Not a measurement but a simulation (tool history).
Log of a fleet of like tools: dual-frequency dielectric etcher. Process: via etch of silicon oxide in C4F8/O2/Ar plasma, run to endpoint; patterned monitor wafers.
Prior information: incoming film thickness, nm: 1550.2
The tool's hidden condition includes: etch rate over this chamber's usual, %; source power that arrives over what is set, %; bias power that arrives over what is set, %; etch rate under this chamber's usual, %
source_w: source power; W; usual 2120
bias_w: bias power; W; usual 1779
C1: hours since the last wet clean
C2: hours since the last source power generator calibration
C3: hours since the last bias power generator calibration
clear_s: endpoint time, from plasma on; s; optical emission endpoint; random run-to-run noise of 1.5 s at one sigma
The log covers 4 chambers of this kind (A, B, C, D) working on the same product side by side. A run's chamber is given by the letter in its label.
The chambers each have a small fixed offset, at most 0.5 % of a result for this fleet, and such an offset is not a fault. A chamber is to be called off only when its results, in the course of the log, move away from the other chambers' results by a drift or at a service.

run 1C hour=3.5 | source_w=2120 bias_w=1779 | C1=504.8 C2=2127.1 C3=145.3 | clear_s=310.38
run 2B hour=7.9 | source_w=2120 bias_w=1779 | C1=131.6 C2=1254.9 C3=213.9 | clear_s=310.21
run 3A hour=12.6 | source_w=2120 bias_w=1779 | C1=269.6 C2=1339.9 C3=801.2 | clear_s=306.55
run 4D hour=18.5 | source_w=2120 bias_w=1779 | C1=278.7 C2=981.6 C3=1338.5 | clear_s=309.28
run 5A hour=25.0 | source_w=2120 bias_w=1779 | C1=282.0 C2=1352.3 C3=813.6 | clear_s=307.58
run 6C hour=30.5 | source_w=1660 bias_w=1384 | C1=531.8 C2=2154.1 C3=172.3 | clear_s=362.75
run 7D hour=34.0 | source_w=1660 bias_w=1384 | C1=294.2 C2=997.1 C3=1354.0 | clear_s=364.05
-- hour=37.8 chamber C: wet clean of the chamber
run 8B hour=40.8 | source_w=1660 bias_w=1384 | C1=164.5 C2=1287.8 C3=246.8 | clear_s=367.99
run 9B hour=44.7 | source_w=1660 bias_w=1384 | C1=168.4 C2=1291.7 C3=250.7 | clear_s=363.85
run 10D hour=51.5 | source_w=2120 bias_w=1779 | C1=311.7 C2=1014.6 C3=1371.5 | clear_s=311.28
run 11C hour=57.9 | source_w=2120 bias_w=1779 | C1=20.1 C2=2181.5 C3=199.7 | clear_s=310.42
run 12A hour=63.9 | source_w=2120 bias_w=1779 | C1=320.9 C2=1391.2 C3=852.5 | clear_s=309.40
run 13C hour=69.7 | source_w=2120 bias_w=1779 | C1=31.9 C2=2193.3 C3=211.5 | clear_s=310.79
run 14D hour=74.7 | source_w=2120 bias_w=1779 | C1=334.9 C2=1037.8 C3=1394.7 | clear_s=308.88
run 15B hour=79.7 | source_w=2120 bias_w=1779 | C1=203.4 C2=1326.7 C3=285.7 | clear_s=307.38
run 16A hour=84.1 | source_w=2120 bias_w=1779 | C1=341.1 C2=1411.4 C3=872.7 | clear_s=307.20
run 17A hour=90.8 | source_w=2120 bias_w=1343 | C1=347.8 C2=1418.1 C3=879.4 | clear_s=330.88
run 18B hour=96.1 | source_w=2120 bias_w=1343 | C1=219.8 C2=1343.1 C3=302.1 | clear_s=337.04
run 19C hour=102.6 | source_w=2120 bias_w=1343 | C1=64.8 C2=2226.2 C3=244.4 | clear_s=334.67
run 20D hour=108.4 | source_w=2120 bias_w=1343 | C1=368.6 C2=1071.5 C3=1428.4 | clear_s=335.36
run 21B hour=111.6 | source_w=2120 bias_w=1779 | C1=235.3 C2=1358.6 C3=317.6 | clear_s=309.77
run 22A hour=117.1 | source_w=2120 bias_w=1779 | C1=374.1 C2=1444.4 C3=905.7 | clear_s=307.92
run 23C hour=122.3 | source_w=2120 bias_w=1779 | C1=84.5 C2=2245.9 C3=264.1 | clear_s=309.93
run 24D hour=128.5 | source_w=2120 bias_w=1779 | C1=388.7 C2=1091.6 C3=1448.5 | clear_s=308.79
run 25A hour=135.3 | source_w=2120 bias_w=1779 | C1=392.3 C2=1462.6 C3=923.9 | clear_s=310.62
run 26C hour=140.7 | source_w=2120 bias_w=1779 | C1=102.9 C2=2264.3 C3=282.5 | clear_s=308.23
run 27B hour=147.5 | source_w=2120 bias_w=1779 | C1=271.2 C2=1394.5 C3=353.5 | clear_s=309.39
run 28D hour=152.9 | source_w=2120 bias_w=1779 | C1=413.1 C2=1116.0 C3=1472.9 | clear_s=311.97
run 29B hour=159.5 | source_w=2120 bias_w=1779 | C1=283.2 C2=1406.5 C3=365.5 | clear_s=311.34
run 30C hour=163.2 | source_w=2120 bias_w=1779 | C1=125.4 C2=2286.8 C3=305.0 | clear_s=310.77
run 31D hour=169.5 | source_w=2120 bias_w=1779 | C1=429.7 C2=1132.6 C3=1489.5 | clear_s=314.06
run 32A hour=172.6 | source_w=2120 bias_w=1779 | C1=429.6 C2=1499.9 C3=961.2 | clear_s=308.67
run 33C hour=176.0 | source_w=2120 bias_w=1779 | C1=138.2 C2=2299.6 C3=317.8 | clear_s=310.00
run 34A hour=182.1 | source_w=2120 bias_w=1779 | C1=439.1 C2=1509.4 C3=970.7 | clear_s=307.31
run 35B hour=188.3 | source_w=2120 bias_w=1779 | C1=312.0 C2=1435.3 C3=394.3 | clear_s=312.02
run 36D hour=194.3 | source_w=2120 bias_w=1779 | C1=454.5 C2=1157.4 C3=1514.3 | clear_s=316.28
run 37A hour=197.8 | source_w=2120 bias_w=1779 | C1=454.8 C2=1525.1 C3=986.4 | clear_s=309.44
-- hour=200.3 chamber A: wet clean of the chamber
run 38C hour=204.0 | source_w=1880 bias_w=1779 | C1=166.2 C2=2327.6 C3=345.8 | clear_s=323.84
run 39B hour=207.1 | source_w=1880 bias_w=1779 | C1=330.8 C2=1454.1 C3=413.1 | clear_s=326.51
run 40D hour=210.0 | source_w=1880 bias_w=1779 | C1=470.2 C2=1173.1 C3=1530.0 | clear_s=331.44
-- hour=213.4 chamber C: source power generator calibrated
run 41C hour=215.9 | source_w=1880 bias_w=1779 | C1=178.1 C2=2.5 C3=357.7 | clear_s=325.91
run 42A hour=221.5 | source_w=2120 bias_w=1779 | C1=21.3 C2=1548.8 C3=1010.1 | clear_s=306.10
run 43D hour=226.4 | source_w=2120 bias_w=2068 | C1=486.6 C2=1189.5 C3=1546.4 | clear_s=304.84
run 44B hour=232.1 | source_w=2120 bias_w=2068 | C1=355.8 C2=1479.1 C3=438.1 | clear_s=297.56

For the next run the whole fleet of 4 chambers uses the same settings. Give each chamber's results:
run 45A hour=237.0 | source_w=2120 bias_w=1620 | clear_s=?
run 45B hour=237.0 | source_w=2120 bias_w=1620 | clear_s=?
run 45C hour=237.0 | source_w=2120 bias_w=1620 | clear_s=?
run 45D hour=237.0 | source_w=2120 bias_w=1620 | clear_s=?

run=45A clear_s=314.95
run=45B clear_s=319.48
run=45C clear_s=314.54
run=45D clear_s=324.17
